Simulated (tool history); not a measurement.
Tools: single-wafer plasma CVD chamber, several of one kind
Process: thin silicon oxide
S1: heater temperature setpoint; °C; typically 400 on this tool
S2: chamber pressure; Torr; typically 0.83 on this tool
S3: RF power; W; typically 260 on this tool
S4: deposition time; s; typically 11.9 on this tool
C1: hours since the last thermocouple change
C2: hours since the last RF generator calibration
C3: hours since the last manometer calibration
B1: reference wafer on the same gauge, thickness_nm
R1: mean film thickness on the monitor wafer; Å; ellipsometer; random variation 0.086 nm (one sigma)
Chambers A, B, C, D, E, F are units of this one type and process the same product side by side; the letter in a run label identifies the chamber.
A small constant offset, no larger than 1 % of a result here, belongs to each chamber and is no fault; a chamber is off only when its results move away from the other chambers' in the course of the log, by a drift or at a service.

run 1C day=0.229 | S1=400 S2=0.83 S3=260 S4=11.9 | C1=630.9 C2=518.9 C3=982.6 | B1=22.402 | R1=214.48
run 2B day=0.354 | S1=400 S2=0.83 S3=260 S4=11.9 | C1=223 C2=1057.9 C3=618.2 | B1=22.415 | R1=212.09
run 3F day=0.475 | S1=400 S2=0.83 S3=260 S4=11.9 | C1=470 C2=963.2 C3=1431 | B1=22.393 | R1=212.01
run 4A day=0.696 | S1=400 S2=0.83 S3=260 S4=11.9 | C1=971.5 C2=839.8 C3=406.3 | B1=22.412 | R1=210.85
run 5D day=0.929 | S1=400 S2=0.83 S3=260 S4=11.9 | C1=2142.1 C2=799.1 C3=265.9 | B1=22.394 | R1=212.3
run 6E day=1.058 | S1=400 S2=0.83 S3=300 S4=11.9 | C1=138.7 C2=323.2 C3=402.6 | B1=22.41 | R1=225.52
run 7C day=1.204 | S1=400 S2=0.83 S3=300 S4=11.9 | C1=654.3 C2=542.3 C3=1006 | B1=22.414 | R1=227.2
-- day=1.221 chamber F: RF generator calibrated
run 8F day=1.45 | S1=400 S2=0.83 S3=300 S4=11.9 | C1=493.4 C2=5.5 C3=1454.4 | B1=22.424 | R1=227.93
run 9B day=1.688 | S1=400 S2=0.83 S3=300 S4=11.9 | C1=255 C2=1089.9 C3=650.2 | B1=22.403 | R1=225.85
run 10E day=1.804 | S1=400 S2=0.83 S3=300 S4=11.9 | C1=156.6 C2=341.1 C3=420.5 | B1=22.396 | R1=226.32
run 11D day=2.008 | S1=400 S2=0.83 S3=300 S4=11.9 | C1=2168 C2=825 C3=291.8 | B1=22.365 | R1=226.96
-- day=2.196 chamber F: capacitance manometer re-zeroed and calibrated
run 12A day=2.217 | S1=400 S2=0.83 S3=260 S4=11.9 | C1=1008 C2=876.3 C3=442.8 | B1=22.427 | R1=211.46
run 13F day=2.429 | S1=400 S2=0.83 S3=260 S4=11.9 | C1=516.9 C2=29 C3=5.6 | B1=22.392 | R1=221.99
run 14E day=2.604 | S1=400 S2=0.83 S3=260 S4=11.9 | C1=175.8 C2=360.3 C3=439.7 | B1=22.435 | R1=210.88
run 15C day=2.8 | S1=400 S2=0.83 S3=260 S4=11.9 | C1=692.6 C2=580.6 C3=1044.3 | B1=22.401 | R1=213.94
run 16B day=3.029 | S1=400 S2=0.83 S3=260 S4=13.3 | C1=287.2 C2=1122.1 C3=682.4 | B1=22.401 | R1=237.04
run 17D day=3.233 | S1=400 S2=0.83 S3=260 S4=13.3 | C1=2197.4 C2=854.4 C3=321.2 | B1=22.432 | R1=237.95
run 18A day=3.479 | S1=400 S2=0.83 S3=260 S4=13.3 | C1=1038.3 C2=906.6 C3=473.1 | B1=22.383 | R1=237.89
run 19C day=3.708 | S1=400 S2=0.83 S3=260 S4=13.3 | C1=714.4 C2=602.4 C3=1066.1 | B1=22.418 | R1=238.37
run 20F day=3.879 | S1=400 S2=0.83 S3=260 S4=13.3 | C1=551.7 C2=63.8 C3=40.4 | B1=22.387 | R1=247.87
run 21D day=4.029 | S1=400 S2=0.83 S3=260 S4=13.3 | C1=2216.5 C2=873.5 C3=340.3 | B1=22.391 | R1=239.07
run 22B day=4.296 | S1=400 S2=0.83 S3=260 S4=11.9 | C1=317.6 C2=1152.5 C3=712.8 | B1=22.42 | R1=212.49
run 23E day=4.525 | S1=400 S2=0.83 S3=260 S4=11.9 | C1=221.9 C2=406.4 C3=485.8 | B1=22.417 | R1=211.55
run 24A day=4.717 | S1=410 S2=0.83 S3=260 S4=14.1 | C1=1068 C2=936.3 C3=502.8 | B1=22.387 | R1=249.77
run 25A day=4.942 | S1=410 S2=0.83 S3=260 S4=14.1 | C1=1073.4 C2=941.7 C3=508.2 | B1=22.401 | R1=250.36
run 26E day=5.058 | S1=410 S2=0.83 S3=260 S4=14.1 | C1=234.7 C2=419.2 C3=498.6 | B1=22.41 | R1=249.44
run 27B day=5.271 | S1=410 S2=0.83 S3=260 S4=14.1 | C1=341 C2=1175.9 C3=736.2 | B1=22.403 | R1=250.6
run 28F day=5.412 | S1=410 S2=0.83 S3=260 S4=14.1 | C1=588.5 C2=100.6 C3=77.2 | B1=22.389 | R1=261.43
run 29D day=5.617 | S1=410 S2=0.83 S3=260 S4=14.1 | C1=2254.6 C2=911.6 C3=378.4 | B1=22.395 | R1=250.79
run 30C day=5.754 | S1=400 S2=0.83 S3=260 S4=11.9 | C1=763.5 C2=651.5 C3=1115.2 | B1=22.407 | R1=213.8
run 31C day=5.904 | S1=400 S2=0.83 S3=260 S4=11.9 | C1=767.1 C2=655.1 C3=1118.8 | B1=22.407 | R1=213.41
run 32F day=6.067 | S1=400 S2=0.83 S3=260 S4=11.9 | C1=604.2 C2=116.3 C3=92.9 | B1=22.407 | R1=221.29
run 33B day=6.196 | S1=400 S2=0.972 S3=260 S4=11.9 | C1=363.2 C2=1198.1 C3=758.4 | B1=22.412 | R1=243.26
run 34A day=6.417 | S1=400 S2=0.972 S3=260 S4=11.9 | C1=1108.8 C2=977.1 C3=543.6 | B1=22.393 | R1=241.55
run 35D day=6.533 | S1=400 S2=0.972 S3=260 S4=11.9 | C1=2276.6 C2=933.6 C3=400.4 | B1=22.398 | R1=244.99
run 36E day=6.712 | S1=400 S2=0.972 S3=260 S4=11.9 | C1=274.4 C2=458.9 C3=538.3 | B1=22.385 | R1=242.11

Each of the 6 chambers runs these same settings next. Fill in every chamber's results:
run 37A day=6.904 | S1=400 S2=0.83 S3=260 S4=13.4 | R1=?
run 37B day=6.904 | S1=400 S2=0.83 S3=260 S4=13.4 | R1=?
run 37C day=6.904 | S1=400 S2=0.83 S3=260 S4=13.4 | R1=?
run 37D day=6.904 | S1=400 S2=0.83 S3=260 S4=13.4 | R1=?
run 37E day=6.904 | S1=400 S2=0.83 S3=260 S4=13.4 | R1=?
run 37F day=6.904 | S1=400 S2=0.83 S3=260 S4=13.4 | R1=?

run=37A R1=240.31
run=37B R1=239.66
run=37C R1=241.79
run=37D R1=240.88
run=37E R1=239.34
run=37F R1=250.54
